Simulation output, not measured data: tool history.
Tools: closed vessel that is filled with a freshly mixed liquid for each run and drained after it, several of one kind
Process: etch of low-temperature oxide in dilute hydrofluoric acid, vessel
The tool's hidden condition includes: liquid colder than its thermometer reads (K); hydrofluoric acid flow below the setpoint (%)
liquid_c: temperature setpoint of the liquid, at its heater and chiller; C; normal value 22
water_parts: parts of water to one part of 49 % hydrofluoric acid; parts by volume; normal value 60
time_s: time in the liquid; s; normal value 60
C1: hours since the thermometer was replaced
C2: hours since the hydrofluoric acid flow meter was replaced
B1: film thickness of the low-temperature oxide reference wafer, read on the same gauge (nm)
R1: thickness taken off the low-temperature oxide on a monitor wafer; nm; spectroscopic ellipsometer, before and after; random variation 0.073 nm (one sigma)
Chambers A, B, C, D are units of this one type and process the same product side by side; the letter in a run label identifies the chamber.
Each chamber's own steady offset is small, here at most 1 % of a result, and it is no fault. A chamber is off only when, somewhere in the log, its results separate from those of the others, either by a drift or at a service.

run 1A hour=12.8 | liquid_c=22 water_parts=60 time_s=60 | C1=2236.5 C2=1713.3 | B1=120.06 | R1=15.738
run 2C hour=24.4 | liquid_c=22 water_parts=60 time_s=60 | C1=802.7 C2=632.7 | B1=120 | R1=15.972
run 3D hour=33.2 | liquid_c=22 water_parts=60 time_s=60 | C1=1623.3 C2=1625.9 | B1=119.97 | R1=15.677
run 4B hour=43 | liquid_c=22 water_parts=60 time_s=60 | C1=949.6 C2=395.5 | B1=120 | R1=15.832
run 5C hour=51.4 | liquid_c=22 water_parts=60 time_s=60 | C1=829.7 C2=659.7 | B1=120.07 | R1=15.957
-- hour=57.9 chamber C: thermometer replaced
run 6A hour=61.3 | liquid_c=22 water_parts=60 time_s=60 | C1=2285 C2=1761.8 | B1=120 | R1=15.776
run 7D hour=72 | liquid_c=22 water_parts=50 time_s=35 | C1=1662.1 C2=1664.7 | B1=119.98 | R1=11.162
-- hour=72.7 chamber A: hydrofluoric acid flow meter replaced
run 8B hour=81 | liquid_c=22 water_parts=50 time_s=35 | C1=987.6 C2=433.5 | B1=119.98 | R1=11.166
run 9A hour=88.1 | liquid_c=22 water_parts=50 time_s=35 | C1=2311.8 C2=15.4 | B1=120.01 | R1=11.189
run 10C hour=101.5 | liquid_c=22 water_parts=50 time_s=35 | C1=43.7 C2=709.8 | B1=120.05 | R1=11.303
run 11B hour=111.4 | liquid_c=22 water_parts=60 time_s=60 | C1=1018 C2=463.9 | B1=119.98 | R1=15.721
run 12D hour=117.9 | liquid_c=22 water_parts=60 time_s=60 | C1=1708 C2=1710.6 | B1=119.97 | R1=15.782
-- hour=124.1 chamber D: hydrofluoric acid flow meter replaced
run 13D hour=126.6 | liquid_c=22 water_parts=60 time_s=60 | C1=1716.7 C2=2.5 | B1=120.04 | R1=15.739
run 14B hour=137 | liquid_c=22 water_parts=60 time_s=60 | C1=1043.6 C2=489.5 | B1=120.04 | R1=15.69
run 15C hour=148.3 | liquid_c=22 water_parts=60 time_s=60 | C1=90.5 C2=756.6 | B1=120.03 | R1=15.898
run 16A hour=160.1 | liquid_c=22 water_parts=60 time_s=60 | C1=2383.8 C2=87.4 | B1=120.01 | R1=15.851
run 17A hour=171.9 | liquid_c=22 water_parts=60 time_s=60 | C1=2395.6 C2=99.2 | B1=120.04 | R1=15.664
run 18C hour=181.8 | liquid_c=22 water_parts=60 time_s=60 | C1=124 C2=790.1 | B1=119.97 | R1=15.991
run 19B hour=193.6 | liquid_c=22 water_parts=60 time_s=60 | C1=1100.2 C2=546.1 | B1=120.03 | R1=15.768
run 20D hour=205.5 | liquid_c=24 water_parts=60 time_s=80 | C1=1795.6 C2=81.4 | B1=119.96 | R1=22.824
run 21B hour=213.8 | liquid_c=24 water_parts=60 time_s=80 | C1=1120.4 C2=566.3 | B1=120 | R1=22.679
run 22C hour=222.4 | liquid_c=24 water_parts=60 time_s=80 | C1=164.6 C2=830.7 | B1=120 | R1=23.062
run 23A hour=233 | liquid_c=24 water_parts=60 time_s=80 | C1=2456.7 C2=160.3 | B1=120.02 | R1=22.878
run 24D hour=240.4 | liquid_c=22 water_parts=60 time_s=60 | C1=1830.5 C2=116.3 | B1=120.01 | R1=15.642
run 25A hour=247.3 | liquid_c=22 water_parts=60 time_s=60 | C1=2471 C2=174.6 | B1=119.95 | R1=15.809
run 26C hour=256.8 | liquid_c=22 water_parts=60 time_s=60 | C1=199 C2=865.1 | B1=119.98 | R1=15.878
run 27B hour=269.8 | liquid_c=22 water_parts=60 time_s=60 | C1=1176.4 C2=622.3 | B1=119.98 | R1=15.779
run 28D hour=275.8 | liquid_c=22 water_parts=60 time_s=60 | C1=1865.9 C2=151.7 | B1=119.98 | R1=15.668
run 29B hour=283.9 | liquid_c=22 water_parts=60 time_s=60 | C1=1190.5 C2=636.4 | B1=120.08 | R1=15.811
run 30D hour=295.2 | liquid_c=22 water_parts=60 time_s=60 | C1=1885.3 C2=171.1 | B1=120 | R1=15.705
run 31C hour=307.6 | liquid_c=22 water_parts=60 time_s=60 | C1=249.8 C2=915.9 | B1=120.06 | R1=15.917
run 32A hour=317.6 | liquid_c=22 water_parts=60 time_s=60 | C1=2541.3 C2=244.9 | B1=120.01 | R1=15.881
run 33D hour=326 | liquid_c=22 water_parts=60 time_s=60 | C1=1916.1 C2=201.9 | B1=120.03 | R1=15.715
run 34C hour=336 | liquid_c=22 water_parts=60 time_s=60 | C1=278.2 C2=944.3 | B1=120.02 | R1=15.966
run 35A hour=347.2 | liquid_c=22 water_parts=60 time_s=60 | C1=2570.9 C2=274.5 | B1=119.95 | R1=15.666
run 36B hour=359.3 | liquid_c=22 water_parts=60 time_s=60 | C1=1265.9 C2=711.8 | B1=120.04 | R1=15.894
run 37D hour=367.7 | liquid_c=22 water_parts=60 time_s=60 | C1=1957.8 C2=243.6 | B1=120 | R1=15.633
run 38C hour=380.6 | liquid_c=22 water_parts=60 time_s=60 | C1=322.8 C2=988.9 | B1=120.04 | R1=15.802
-- hour=381.9 chamber A: thermometer replaced
run 39B hour=389.9 | liquid_c=22 water_parts=60 time_s=60 | C1=1296.5 C2=742.4 | B1=120 | R1=15.84
run 40A hour=396.9 | liquid_c=19.5 water_parts=90 time_s=60 | C1=15.1 C2=324.2 | B1=120.01 | R1=9.2023
run 41D hour=403.4 | liquid_c=19.5 water_parts=90 time_s=60 | C1=1993.5 C2=279.3 | B1=119.97 | R1=9.0533
run 42B hour=412.3 | liquid_c=19.5 water_parts=90 time_s=60 | C1=1318.9 C2=764.8 | B1=120.02 | R1=9.2218

Which is it: a chamber that has drifted or been left off by a service, a gauge drift common to all chambers, or only each chamber's usual small offset? If a chamber is off, name it and its likeliest cause.

Neither any chamber nor the gauge drifts; the chambers differ only by their own small, steady offsets.
